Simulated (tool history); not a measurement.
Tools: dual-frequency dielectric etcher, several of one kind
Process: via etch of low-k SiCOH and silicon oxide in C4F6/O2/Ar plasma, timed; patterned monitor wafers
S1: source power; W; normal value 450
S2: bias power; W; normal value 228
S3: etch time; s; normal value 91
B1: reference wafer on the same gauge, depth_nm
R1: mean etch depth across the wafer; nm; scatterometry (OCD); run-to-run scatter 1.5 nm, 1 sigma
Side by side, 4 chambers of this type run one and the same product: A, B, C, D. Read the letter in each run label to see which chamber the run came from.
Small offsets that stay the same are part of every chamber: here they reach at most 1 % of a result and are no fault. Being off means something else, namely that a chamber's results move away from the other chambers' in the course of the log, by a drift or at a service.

run    day   S1   S2  S3      B1      R1
 1C  0.171  450  228  91  336.20  284.37
 2B  0.400  450  228  91  336.11  290.97
 3A  0.550  450  228  91  336.02  287.06
 4D  0.846  450  228  91  335.56  287.45
 5A  0.975  450  228  91  336.49  285.82
 6D  1.267  450  228  91  336.43  284.95
 7C  1.546  450  176  91  335.74  264.52
 8B  1.700  450  176  91  336.16  268.16
 9D  1.917  450  176  91  336.27  264.03
10A  2.146  450  176  91  335.87  264.90
     2.221  -- chamber D: wet clean of the chamber
11B  2.421  450  228  91  335.88  291.94
12C  2.583  450  228  91  336.01  282.47
     2.704  -- chamber B: wet clean of the chamber
13C  2.721  450  228  70  336.24  216.25
14D  2.967  450  228  70  335.61  220.33
15A  3.233  450  228  70  335.32  221.61
16B  3.375  450  228  70  335.88  212.38
17D  3.629  450  228  91  335.92  287.90
18C  3.758  450  228  91  336.38  282.06
19B  3.962  450  228  91  335.98  276.84
20A  4.188  450  228  91  335.62  287.46
21C  4.433  450  228  91  335.88  282.97
     4.592  -- chamber D: bias power generator calibrated
22B  4.642  450  228  91  335.63  273.55
23D  4.867  450  228  91  335.95  283.09
24A  5.046  450  228  91  335.97  285.58
25C  5.262  450  228  91  335.83  285.02
26B  5.408  450  228  91  335.86  276.78
27D  5.654  450  228  91  336.22  285.25
28A  5.929  450  228  91  336.00  289.52
29C  6.162  450  228  91  335.75  286.52
30A  6.296  450  228  91  335.96  286.22
31D  6.529  450  228  91  336.51  288.25
     6.533  -- chamber B: source power generator calibrated
32B  6.692  450  228  91  336.31  276.86
33A  6.871  450  228  91  336.02  284.21
34D  7.012  450  228  91  336.08  288.68

Read the log: is a single chamber off, either drifting away or since a service, is the gauge that measures every chamber drifting, or is nothing wrong beyond small per-chamber offsets? Name any odd chamber and what most likely caused it.

A service on chamber B put it out of line with the rest.
What lies behind it: etch rate under this chamber's usual, % = 5.09.

Here are 4 candidates for chamber B's next run, each the usual settings with a change, their results left as question marks. Which one brings its results back in line with what the others give on the usual settings?
Counts as in line when no further than this from what the other chambers average on the usual settings: R1 5.10 nm
35B-1  7.229  460  228  96.5       ?
35B-2  7.229  450  230  93.5       ?
35B-3  7.229  410  208  91.0       ?
35B-4  7.229  450  226  88.5       ?

The other chambers' mean on the usual settings: R1 285.97 nm
  run      R1
35B-1  295.56
35B-2  284.80
35B-3  259.03
35B-4  268.04
35B-2 is the one that brings the chamber's results back in line with the other chambers.
